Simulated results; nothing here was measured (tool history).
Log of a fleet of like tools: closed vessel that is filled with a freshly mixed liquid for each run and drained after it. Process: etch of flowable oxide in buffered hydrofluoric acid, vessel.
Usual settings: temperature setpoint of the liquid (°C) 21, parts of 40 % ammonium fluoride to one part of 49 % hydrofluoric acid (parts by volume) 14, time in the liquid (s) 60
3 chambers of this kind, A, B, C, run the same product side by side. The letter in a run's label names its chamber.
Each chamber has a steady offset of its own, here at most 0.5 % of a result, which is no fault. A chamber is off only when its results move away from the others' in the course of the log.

run,hour,temperature setpoint of the liquid (°C),parts of 40 % ammonium fluoride to one part of 49 % hydrofluoric acid (parts by volume),time in the liquid (s),hours since the thermometer was replaced,hours since the hydrofluoric acid flow meter was replaced,"read-back film thickness of the flowable oxide reference wafer, read on the same gauge (nm)",thickness taken off the flowable oxide on a monitor wafer (Å)
1B,3.6,21,14,60,959.8,1591.2,60.015,1321
2C,7,21,14,60,113.4,10.9,60.002,1329.1
3A,9.9,21,14,60,1117.6,345.5,60,1309.5
4B,13.7,21,14,60,969.9,1601.3,60.019,1304.5
5A,18.5,21,14,60,1126.2,354.1,59.977,1303.7
6C,23.7,21,14,60,130.1,27.6,60.02,1308.5
7C,27.8,17.5,11.5,60,134.2,31.7,60,1281.6
8B,32,17.5,11.5,60,988.2,1619.6,59.994,1325.4
9A,36.5,17.5,11.5,60,1144.2,372.1,60.002,1293.6
10A,40.3,21,14,60,1148,375.9,59.98,1289.4
11B,43.2,18,16,60,999.4,1630.8,60.002,980.02
12C,47.3,18,16,60,153.7,51.2,59.978,970.13
13C,52.2,18,16,60,158.6,56.1,59.997,961.12
14B,55.6,21,14,60,1011.8,1643.2,60.012,1323.5
15A,59.2,21,14,60,1166.9,394.8,59.993,1306.1
16B,64.5,21,14,60,1020.7,1652.1,59.986,1302.2
17A,67.8,25.5,14,60,1175.5,403.4,60.008,1692.2
18C,72.4,25.5,14,60,178.8,76.3,60.012,1672.7
19C,75.4,25.5,14,60,181.8,79.3,59.999,1679.3
20A,80.6,21,14,60,1188.3,416.2,59.994,1349.9
21B,84.2,21,11.5,80,1040.4,1671.8,60.004,2157.5
22C,88.9,21,11.5,80,195.3,92.8,59.99,2080.6
23A,91.5,21,11.5,80,1199.2,427.1,59.994,2189.6
24B,95.4,21,14,60,1051.6,1683,59.998,1334.4
25A,97.8,21,14,60,1205.5,433.4,60.006,1366.8
26B,101.3,21,14,60,1057.5,1688.9,59.979,1318.7
27C,105.8,21,14,60,212.2,109.7,59.998,1294.9
28B,108.4,21,14,60,1064.6,1696,59.985,1316
29A,111.8,21,14,60,1219.5,447.4,59.984,1382.1
30C,116.5,21,14,60,222.9,120.4,60.005,1312.7
31C,121.9,21,14,60,228.3,125.8,59.991,1315.8
32B,125.1,21,14,60,1081.3,1712.7,60.013,1320
33A,128,21,14,60,1235.7,463.6,60.001,1377.3
34C,130.6,21,14,60,237,134.5,59.985,1309.5
35A,134.4,21,14,60,1242.1,470,59.998,1411.3
36B,138.9,25,14,60,1095.1,1726.5,60.008,1643.8
37B,143.7,25,14,60,1099.9,1731.3,59.987,1655.2
38C,148.9,25,14,60,255.3,152.8,60,1654.7
39A,151.2,21,16,60,1258.9,486.8,59.999,1248.5
40C,155.6,21,16,60,262,159.5,59.999,1145

What goes on in this fleet: one chamber off, a drifting gauge, or nothing beyond the chambers' own small offsets? Name the chamber and the cause, if any.

Chamber A drifts away from the others.
Cause: liquid hotter than its thermometer reads (K) = 1.78.
The log may not tell that from: hydrofluoric acid flow above the setpoint (%).

Here are 4 candidates for chamber A's next run, each the usual settings with a change, their results left as question marks. Which one brings its results back in line with what the others give on the usual settings?
In line means no further than this from the other chambers' mean on the usual settings: thickness taken off the flowable oxide on a monitor wafer (Å) 37
41A-1,159.4,21,14,55,,,,?
41A-2,159.4,24,14,60,,,,?
41A-3,159.4,18,14,60,,,,?
41A-4,159.4,22.5,14,60,,,,?

The other chambers' mean on the usual settings: thickness taken off the flowable oxide on a monitor wafer (Å) 1315.7
run,thickness taken off the flowable oxide on a monitor wafer (Å)
41A-1,1325.6
41A-2,1702.1
41A-3,1225.4
41A-4,1569.9
41A-1 brings the chamber back in line.
